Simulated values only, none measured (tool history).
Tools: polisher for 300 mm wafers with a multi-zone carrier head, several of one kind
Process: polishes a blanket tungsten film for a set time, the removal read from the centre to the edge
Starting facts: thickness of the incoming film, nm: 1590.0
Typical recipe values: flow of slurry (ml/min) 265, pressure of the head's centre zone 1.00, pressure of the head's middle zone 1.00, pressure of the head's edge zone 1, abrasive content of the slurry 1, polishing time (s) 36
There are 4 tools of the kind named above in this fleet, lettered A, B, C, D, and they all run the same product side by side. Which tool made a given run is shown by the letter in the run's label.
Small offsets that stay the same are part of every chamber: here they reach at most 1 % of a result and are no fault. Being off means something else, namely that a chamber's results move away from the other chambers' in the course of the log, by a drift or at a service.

run,hour,flow of slurry (ml/min),pressure of the head's centre zone,pressure of the head's middle zone,pressure of the head's edge zone,abrasive content of the slurry,polishing time (s),film removed at the wafer's centre (Å),film removed at mid-radius (Å),film removed at the wafer's edge (Å)
1C,6.6,265,1.00,1.00,1,1,36,2267.7,2291.2,2262.6
2D,10.1,265,1.00,1.00,1,1,36,2280.9,2285.6,2302.5
# hour 12.5: chamber A: worn pad replaced by a new one
3B,16.3,265,1.00,1.00,1,1,36,2319.1,2323.9,2294.9
4A,21.2,265,1.00,1.00,1,1,36,2245.9,2316.7,2238.4
# hour 22.5: chamber B: edge zone pressure recalibrated
5A,25.7,265,1.00,1.00,1,1,36,2253.8,2317.1,2295.1
# hour 25.9: chamber D: worn pad replaced by a new one
6D,30.3,265,1.10,0.96,1,1,36,2541.5,2221.8,2361.1
7C,37.1,265,1.10,0.96,1,1,36,2536.7,2198.3,2243.8
# hour 42.8: chamber C: worn pad replaced by a new one
8B,43.7,265,1.10,0.96,1,1,36,2536.7,2149.7,2313.4
9B,50.3,265,1.10,0.96,1,1,36,2511.7,2212.5,2332.4
10D,53.7,265,1.00,1.00,1,1,36,2270.0,2300.2,2302.6
# hour 54.9: chamber B: worn pad replaced by a new one
# hour 58.2: chamber A: worn pad replaced by a new one
11C,60.3,265,1.00,1.00,1,1,36,2287.1,2299.2,2245.5
12A,66.5,265,1.00,1.00,1,1,25,1562.7,1606.1,1602.4
13A,72.6,265,1.00,1.00,1,1,25,1560.8,1595.5,1604.1
14C,78.5,265,1.00,1.00,1,1,25,1568.8,1566.0,1569.4
# hour 81.9: chamber D: worn pad replaced by a new one
15B,83.5,265,1.00,1.00,1,1,25,1594.9,1601.4,1605.8
16D,88.9,310,1.06,1.00,1,1,36,2471.8,2289.9,2313.3
17D,92.5,310,1.06,1.00,1,1,36,2445.0,2368.0,2324.3
18C,97.4,310,1.06,1.00,1,1,36,2468.2,2318.3,2339.9
19B,102.7,310,1.06,1.00,1,1,36,2450.2,2287.8,2332.4
20A,108.2,265,1.00,1.00,1,1,36,2257.0,2315.6,2301.0
# hour 111.6: chamber A: worn pad replaced by a new one
21A,111.7,265,1.00,1.00,1,1,36,2324.5,2235.6,2279.8
# hour 114.8: chamber B: centre zone pressure recalibrated
22B,115.4,265,1.00,1.00,1,1,36,2319.3,2245.7,2296.7
23D,119.9,265,1.00,1.00,1,1,36,2268.9,2302.0,2334.8
24C,124.6,265,1.00,1.00,1,1,36,2260.2,2283.9,2246.3
# hour 126.3: chamber C: edge zone pressure recalibrated
# hour 127.7: chamber C: worn pad replaced by a new one
25D,128.1,265,1.00,1.00,1,1,36,2259.9,2290.9,2288.7
26C,134.2,265,1.00,1.00,1,1,36,2308.8,2302.4,2263.8
27B,138.2,265,1.00,1.00,1,1,36,2246.2,2283.4,2271.3
28A,142.8,265,1.00,1.00,1,1,36,2288.7,2266.9,2298.7
29A,149.6,265,1.00,1.00,1,1,36,2294.7,2316.7,2296.5
# hour 151.8: chamber D: worn pad replaced by a new one
30D,153.4,265,1.00,1.00,1,1,36,2246.0,2319.1,2302.1
31C,157.1,265,1.00,1.00,1,1,36,2274.6,2320.0,2294.6

Predict what each chamber gives when all 4 of them run the settings below next.
32A,162.2,265,1.00,0.91,1,1,36,?,?,?
32B,162.2,265,1.00,0.91,1,1,36,?,?,?
32C,162.2,265,1.00,0.91,1,1,36,?,?,?
32D,162.2,265,1.00,0.91,1,1,36,?,?,?

run,film removed at the wafer's centre (Å),film removed at mid-radius (Å),film removed at the wafer's edge (Å)
32A,2299.3,2155.7,2299.5
32B,2260.5,2077.6,2264.0
32C,2237.0,2065.2,2329.9
32D,2235.0,2062.7,2285.0
